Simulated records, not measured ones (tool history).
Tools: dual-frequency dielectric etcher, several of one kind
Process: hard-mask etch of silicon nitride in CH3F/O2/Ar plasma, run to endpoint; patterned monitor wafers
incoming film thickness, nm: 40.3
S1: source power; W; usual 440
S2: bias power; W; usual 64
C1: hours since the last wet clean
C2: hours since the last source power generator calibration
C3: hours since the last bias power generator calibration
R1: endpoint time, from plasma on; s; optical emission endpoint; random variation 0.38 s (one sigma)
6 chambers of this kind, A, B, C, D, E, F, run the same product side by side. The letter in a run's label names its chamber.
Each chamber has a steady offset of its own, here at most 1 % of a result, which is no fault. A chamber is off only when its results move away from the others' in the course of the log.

{"run": "1D", "hour": 6.7, "S1": 440, "S2": 64, "C1": 35.4, "C2": 1558.7, "C3": 1465.6, "R1": 58.429}
{"run": "2B", "hour": 12.1, "S1": 440, "S2": 64, "C1": 444.9, "C2": 218.6, "C3": 436.8, "R1": 58.694}
{"run": "3C", "hour": 17.4, "S1": 440, "S2": 64, "C1": 29.8, "C2": 1231.3, "C3": 1823.2, "R1": 58.213}
{"run": "4E", "hour": 21.2, "S1": 440, "S2": 64, "C1": 332.5, "C2": 463.2, "C3": 1199.2, "R1": 58.348}
{"run": "5A", "hour": 25.0, "S1": 440, "S2": 64, "C1": 211.4, "C2": 2374.6, "C3": 3446.7, "R1": 58.345}
{"run": "6F", "hour": 31.4, "S1": 440, "S2": 64, "C1": 196.7, "C2": 100.1, "C3": 445, "R1": 58.082}
{"run": "7B", "hour": 35.8, "S1": 440, "S2": 64, "C1": 468.6, "C2": 242.3, "C3": 460.5, "R1": 58.547}
{"run": "8C", "hour": 39.6, "S1": 440, "S2": 64, "C1": 52, "C2": 1253.5, "C3": 1845.4, "R1": 58.699}
{"run": "9A", "hour": 44.4, "S1": 440, "S2": 64, "C1": 230.8, "C2": 2394, "C3": 3466.1, "R1": 58.459}
{"run": "10E", "hour": 49.9, "S1": 370, "S2": 72, "C1": 361.2, "C2": 491.9, "C3": 1227.9, "R1": 60.021}
{"run": "11F", "hour": 53.6, "S1": 370, "S2": 72, "C1": 218.9, "C2": 122.3, "C3": 467.2, "R1": 59.472}
{"run": "12D", "hour": 57.3, "S1": 370, "S2": 72, "C1": 86, "C2": 1609.3, "C3": 1516.2, "R1": 59.659}
{"run": "13F", "hour": 60.9, "S1": 370, "S2": 72, "C1": 226.2, "C2": 129.6, "C3": 474.5, "R1": 59.584}
{"run": "14A", "hour": 66.6, "S1": 370, "S2": 72, "C1": 253, "C2": 2416.2, "C3": 3488.3, "R1": 60.03}
{"hour": 68.0, "done": "chamber B: wet clean of the chamber"}
{"run": "15E", "hour": 72.2, "S1": 370, "S2": 72, "C1": 383.5, "C2": 514.2, "C3": 1250.2, "R1": 59.955}
{"run": "16D", "hour": 76.5, "S1": 440, "S2": 64, "C1": 105.2, "C2": 1628.5, "C3": 1535.4, "R1": 57.969}
{"run": "17C", "hour": 83.4, "S1": 440, "S2": 64, "C1": 95.8, "C2": 1297.3, "C3": 1889.2, "R1": 58.807}
{"run": "18B", "hour": 86.8, "S1": 440, "S2": 64, "C1": 18.8, "C2": 293.3, "C3": 511.5, "R1": 59.315}
{"run": "19E", "hour": 90.2, "S1": 440, "S2": 64, "C1": 401.5, "C2": 532.2, "C3": 1268.2, "R1": 58.328}
{"run": "20D", "hour": 94.1, "S1": 440, "S2": 64, "C1": 122.8, "C2": 1646.1, "C3": 1553, "R1": 58.066}
{"run": "21A", "hour": 97.8, "S1": 440, "S2": 64, "C1": 284.2, "C2": 2447.4, "C3": 3519.5, "R1": 58.624}
{"run": "22C", "hour": 102.8, "S1": 440, "S2": 64, "C1": 115.2, "C2": 1316.7, "C3": 1908.6, "R1": 58.033}
{"run": "23F", "hour": 106.7, "S1": 440, "S2": 64, "C1": 272, "C2": 175.4, "C3": 520.3, "R1": 58.702}
{"run": "24B", "hour": 110.9, "S1": 440, "S2": 64, "C1": 42.9, "C2": 317.4, "C3": 535.6, "R1": 59.35}
{"run": "25B", "hour": 118.0, "S1": 440, "S2": 64, "C1": 50, "C2": 324.5, "C3": 542.7, "R1": 58.384}
{"run": "26D", "hour": 125.1, "S1": 440, "S2": 64, "C1": 153.8, "C2": 1677.1, "C3": 1584, "R1": 57.74}
{"run": "27C", "hour": 129.6, "S1": 440, "S2": 64, "C1": 142, "C2": 1343.5, "C3": 1935.4, "R1": 58.15}
{"run": "28A", "hour": 134.2, "S1": 440, "S2": 64, "C1": 320.6, "C2": 2483.8, "C3": 3555.9, "R1": 57.851}
{"run": "29F", "hour": 140.9, "S1": 440, "S2": 64, "C1": 306.2, "C2": 209.6, "C3": 554.5, "R1": 58.829}
{"run": "30E", "hour": 145.1, "S1": 440, "S2": 64, "C1": 456.4, "C2": 587.1, "C3": 1323.1, "R1": 58.404}
{"run": "31A", "hour": 151.6, "S1": 440, "S2": 64, "C1": 338, "C2": 2501.2, "C3": 3573.3, "R1": 58.56}
{"run": "32D", "hour": 156.2, "S1": 440, "S2": 64, "C1": 184.9, "C2": 1708.2, "C3": 1615.1, "R1": 58.836}
{"run": "33B", "hour": 160.8, "S1": 440, "S2": 64, "C1": 92.8, "C2": 367.3, "C3": 585.5, "R1": 58.427}
{"run": "34E", "hour": 164.2, "S1": 440, "S2": 55, "C1": 475.5, "C2": 606.2, "C3": 1342.2, "R1": 61.644}
{"run": "35C", "hour": 168.7, "S1": 440, "S2": 55, "C1": 181.1, "C2": 1382.6, "C3": 1974.5, "R1": 61.009}
{"run": "36F", "hour": 175.5, "S1": 440, "S2": 55, "C1": 340.8, "C2": 244.2, "C3": 589.1, "R1": 60.766}
{"run": "37C", "hour": 179.9, "S1": 440, "S2": 55, "C1": 192.3, "C2": 1393.8, "C3": 1985.7, "R1": 61.239}
{"run": "38B", "hour": 184.7, "S1": 440, "S2": 55, "C1": 116.7, "C2": 391.2, "C3": 609.4, "R1": 61.517}
{"hour": 186.4, "done": "chamber A: wet clean of the chamber"}
{"run": "39D", "hour": 188.8, "S1": 440, "S2": 55, "C1": 217.5, "C2": 1740.8, "C3": 1647.7, "R1": 61.295}
{"run": "40A", "hour": 193.1, "S1": 440, "S2": 64, "C1": 6.8, "C2": 2542.7, "C3": 3614.8, "R1": 58.983}

All 6 chambers run these settings next. Forecast each chamber's results:
{"run": "41A", "hour": 198.6, "S1": 360, "S2": 64, "R1": "?"}
{"run": "41B", "hour": 198.6, "S1": 360, "S2": 64, "R1": "?"}
{"run": "41C", "hour": 198.6, "S1": 360, "S2": 64, "R1": "?"}
{"run": "41D", "hour": 198.6, "S1": 360, "S2": 64, "R1": "?"}
{"run": "41E", "hour": 198.6, "S1": 360, "S2": 64, "R1": "?"}
{"run": "41F", "hour": 198.6, "S1": 360, "S2": 64, "R1": "?"}

run=41A R1=63
run=41B R1=63.357
run=41C R1=62.2
run=41D R1=62.618
run=41E R1=63.643
run=41F R1=62.75
